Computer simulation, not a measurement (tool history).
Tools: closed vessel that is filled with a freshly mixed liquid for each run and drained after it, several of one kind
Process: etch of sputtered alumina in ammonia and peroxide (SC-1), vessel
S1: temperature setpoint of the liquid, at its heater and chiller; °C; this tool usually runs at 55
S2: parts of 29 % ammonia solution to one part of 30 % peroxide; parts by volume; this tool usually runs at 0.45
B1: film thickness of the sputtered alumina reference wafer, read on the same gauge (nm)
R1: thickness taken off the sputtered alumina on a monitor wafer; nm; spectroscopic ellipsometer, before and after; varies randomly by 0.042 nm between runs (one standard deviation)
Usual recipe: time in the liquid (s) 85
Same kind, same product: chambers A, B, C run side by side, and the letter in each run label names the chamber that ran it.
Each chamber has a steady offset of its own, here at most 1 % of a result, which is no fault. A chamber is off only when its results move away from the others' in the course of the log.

{"run": "1C", "hour": 3.7, "S1": 55, "S2": 0.45, "time in the liquid (s)": 85, "B1": 90.014, "R1": 4.8855}
{"run": "2A", "hour": 6.6, "S1": 55, "S2": 0.45, "time in the liquid (s)": 85, "B1": 90.002, "R1": 4.8023}
{"run": "3B", "hour": 10.0, "S1": 55, "S2": 0.45, "time in the liquid (s)": 85, "B1": 90.014, "R1": 4.7634}
{"run": "4A", "hour": 13.8, "S1": 55, "S2": 0.45, "time in the liquid (s)": 85, "B1": 90.014, "R1": 4.8125}
{"run": "5B", "hour": 20.0, "S1": 55, "S2": 0.45, "time in the liquid (s)": 85, "B1": 89.98, "R1": 4.7754}
{"run": "6C", "hour": 23.9, "S1": 55, "S2": 0.45, "time in the liquid (s)": 85, "B1": 90.035, "R1": 4.816}
{"run": "7C", "hour": 28.5, "S1": 55, "S2": 0.45, "time in the liquid (s)": 100, "B1": 89.96, "R1": 5.6744}
{"run": "8B", "hour": 34.7, "S1": 55, "S2": 0.45, "time in the liquid (s)": 100, "B1": 89.97, "R1": 5.6276}
{"run": "9A", "hour": 38.5, "S1": 55, "S2": 0.45, "time in the liquid (s)": 100, "B1": 90.067, "R1": 5.6227}
{"run": "10A", "hour": 43.8, "S1": 55, "S2": 0.45, "time in the liquid (s)": 85, "B1": 89.975, "R1": 4.8222}
{"run": "11B", "hour": 50.1, "S1": 55, "S2": 0.45, "time in the liquid (s)": 85, "B1": 89.999, "R1": 4.8189}
{"run": "12C", "hour": 54.1, "S1": 55, "S2": 0.45, "time in the liquid (s)": 85, "B1": 90.014, "R1": 4.8329}
{"run": "13C", "hour": 58.9, "S1": 55, "S2": 0.45, "time in the liquid (s)": 85, "B1": 90.003, "R1": 4.8958}
{"run": "14B", "hour": 62.8, "S1": 55, "S2": 0.45, "time in the liquid (s)": 85, "B1": 89.957, "R1": 4.7748}
{"run": "15A", "hour": 67.7, "S1": 55, "S2": 0.45, "time in the liquid (s)": 85, "B1": 89.947, "R1": 4.8024}
{"run": "16C", "hour": 72.4, "S1": 55, "S2": 0.45, "time in the liquid (s)": 85, "B1": 90.004, "R1": 4.9148}
{"run": "17A", "hour": 75.7, "S1": 55, "S2": 0.55, "time in the liquid (s)": 85, "B1": 90.016, "R1": 4.9125}
{"run": "18B", "hour": 81.4, "S1": 55, "S2": 0.55, "time in the liquid (s)": 85, "B1": 89.998, "R1": 4.8696}
{"run": "19C", "hour": 84.8, "S1": 55, "S2": 0.55, "time in the liquid (s)": 85, "B1": 90.017, "R1": 4.8918}
{"run": "20A", "hour": 88.9, "S1": 55, "S2": 0.45, "time in the liquid (s)": 85, "B1": 90.032, "R1": 4.7522}
{"run": "21B", "hour": 94.7, "S1": 55, "S2": 0.45, "time in the liquid (s)": 85, "B1": 89.985, "R1": 4.8669}
{"run": "22B", "hour": 98.2, "S1": 55, "S2": 0.45, "time in the liquid (s)": 85, "B1": 90.022, "R1": 4.7689}
{"run": "23C", "hour": 101.5, "S1": 55, "S2": 0.45, "time in the liquid (s)": 85, "B1": 90.03, "R1": 4.8749}
{"run": "24A", "hour": 106.8, "S1": 55, "S2": 0.45, "time in the liquid (s)": 85, "B1": 90.052, "R1": 4.7922}

Has any chamber moved away from the others, gradually or after a service, or does the common gauge drift, or do the chambers differ only by their own small steady offsets? State the chamber and the most likely cause if one applies.

No chamber is off and the gauge is stable; the differences are just each chamber's small, constant offset.
